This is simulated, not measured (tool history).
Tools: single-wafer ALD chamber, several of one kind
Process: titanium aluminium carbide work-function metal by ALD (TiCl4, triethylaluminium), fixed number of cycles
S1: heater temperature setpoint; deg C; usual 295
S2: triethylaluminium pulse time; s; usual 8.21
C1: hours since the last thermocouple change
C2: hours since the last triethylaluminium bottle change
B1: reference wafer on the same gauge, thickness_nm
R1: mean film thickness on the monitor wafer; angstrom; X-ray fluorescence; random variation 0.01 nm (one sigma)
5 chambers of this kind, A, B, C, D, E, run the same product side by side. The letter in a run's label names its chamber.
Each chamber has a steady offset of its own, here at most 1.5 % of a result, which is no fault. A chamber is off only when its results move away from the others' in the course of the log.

run 1B hour=5.7 | S1=295 S2=8.21 | C1=157.4 C2=858.1 | B1=2.1703 | R1=19.057
run 2C hour=10.5 | S1=295 S2=8.21 | C1=110 C2=908.5 | B1=2.1691 | R1=18.749
run 3D hour=15.7 | S1=295 S2=8.21 | C1=756.8 C2=436.5 | B1=2.1708 | R1=19.256
run 4A hour=19.4 | S1=295 S2=8.21 | C1=959.6 C2=158.5 | B1=2.1723 | R1=18.899
run 5E hour=22.4 | S1=307 S2=6.93 | C1=710.2 C2=498.8 | B1=2.1656 | R1=19.525
run 6D hour=26.5 | S1=307 S2=6.93 | C1=767.6 C2=447.3 | B1=2.1679 | R1=19.402
run 7C hour=31 | S1=307 S2=6.93 | C1=130.5 C2=929 | B1=2.1724 | R1=19.057
run 8B hour=34.1 | S1=307 S2=6.93 | C1=185.8 C2=886.5 | B1=2.1694 | R1=19.309
run 9E hour=39 | S1=307 S2=6.93 | C1=726.8 C2=515.4 | B1=2.1725 | R1=19.564
run 10A hour=42.7 | S1=295 S2=8.21 | C1=982.9 C2=181.8 | B1=2.1678 | R1=18.754
run 11E hour=47.4 | S1=295 S2=8.21 | C1=735.2 C2=523.8 | B1=2.1713 | R1=19.294
run 12C hour=50.3 | S1=295 S2=8.21 | C1=149.8 C2=948.3 | B1=2.1705 | R1=18.611
run 13B hour=55.9 | S1=295 S2=9.94 | C1=207.6 C2=908.3 | B1=2.1697 | R1=19.606
run 14D hour=61.4 | S1=295 S2=9.94 | C1=802.5 C2=482.2 | B1=2.1699 | R1=19.533
run 15A hour=65.3 | S1=295 S2=9.94 | C1=1005.5 C2=204.4 | B1=2.1719 | R1=19.371
run 16B hour=68.3 | S1=295 S2=9.94 | C1=220 C2=920.7 | B1=2.1719 | R1=19.478
run 17D hour=73.8 | S1=295 S2=9.94 | C1=814.9 C2=494.6 | B1=2.1691 | R1=19.841
run 18E hour=77.5 | S1=295 S2=8.21 | C1=765.3 C2=553.9 | B1=2.1678 | R1=19.183
run 19C hour=80.3 | S1=295 S2=8.21 | C1=179.8 C2=978.3 | B1=2.1697 | R1=18.592
run 20A hour=83.7 | S1=295 S2=8.21 | C1=1023.9 C2=222.8 | B1=2.1697 | R1=18.566
run 21E hour=87.4 | S1=295 S2=8.21 | C1=775.2 C2=563.8 | B1=2.1679 | R1=19.152
run 22C hour=90.1 | S1=295 S2=8.21 | C1=189.6 C2=988.1 | B1=2.1688 | R1=18.422
run 23D hour=93.4 | S1=295 S2=8.21 | C1=834.5 C2=514.2 | B1=2.1687 | R1=19.014
run 24A hour=98.1 | S1=295 S2=8.21 | C1=1038.3 C2=237.2 | B1=2.1736 | R1=19.009
run 25B hour=101 | S1=295 S2=8.21 | C1=252.7 C2=953.4 | B1=2.1684 | R1=19.069
run 26A hour=105 | S1=295 S2=5.08 | C1=1045.2 C2=244.1 | B1=2.1718 | R1=16.354
run 27B hour=107.7 | S1=295 S2=5.08 | C1=259.4 C2=960.1 | B1=2.1712 | R1=16.605
run 28E hour=113.4 | S1=295 S2=5.08 | C1=801.2 C2=589.8 | B1=2.1704 | R1=16.631
run 29C hour=118.1 | S1=295 S2=5.08 | C1=217.6 C2=1016.1 | B1=2.1663 | R1=15.363
run 30D hour=123.7 | S1=295 S2=5.08 | C1=864.8 C2=544.5 | B1=2.171 | R1=16.866
-- hour=124.5 chamber E: triethylaluminium bottle replaced
run 31A hour=127.2 | S1=295 S2=8.21 | C1=1067.4 C2=266.3 | B1=2.1692 | R1=18.644
-- hour=127.4 chamber A: thermocouple changed; heater temperature recalibrated
run 32B hour=129.9 | S1=295 S2=8.21 | C1=281.6 C2=982.3 | B1=2.1715 | R1=19.083
run 33E hour=135.1 | S1=295 S2=8.21 | C1=822.9 C2=10.7 | B1=2.17 | R1=19.333
run 34D hour=139.7 | S1=302 S2=7.22 | C1=880.8 C2=560.5 | B1=2.171 | R1=19.332
run 35C hour=144.1 | S1=302 S2=7.22 | C1=243.6 C2=1042.1 | B1=2.1687 | R1=17.768
run 36A hour=146.6 | S1=302 S2=7.22 | C1=19.2 C2=285.7 | B1=2.1697 | R1=19.088
run 37C hour=150.7 | S1=302 S2=7.22 | C1=250.2 C2=1048.7 | B1=2.1702 | R1=17.566

Next, every chamber runs the same settings. What will each give?
run 38A hour=154.8 | S1=295 S2=8.21 | R1=?
run 38B hour=154.8 | S1=295 S2=8.21 | R1=?
run 38C hour=154.8 | S1=295 S2=8.21 | R1=?
run 38D hour=154.8 | S1=295 S2=8.21 | R1=?
run 38E hour=154.8 | S1=295 S2=8.21 | R1=?

run=38A R1=18.82
run=38B R1=18.928
run=38C R1=17.687
run=38D R1=19.133
run=38E R1=19.267
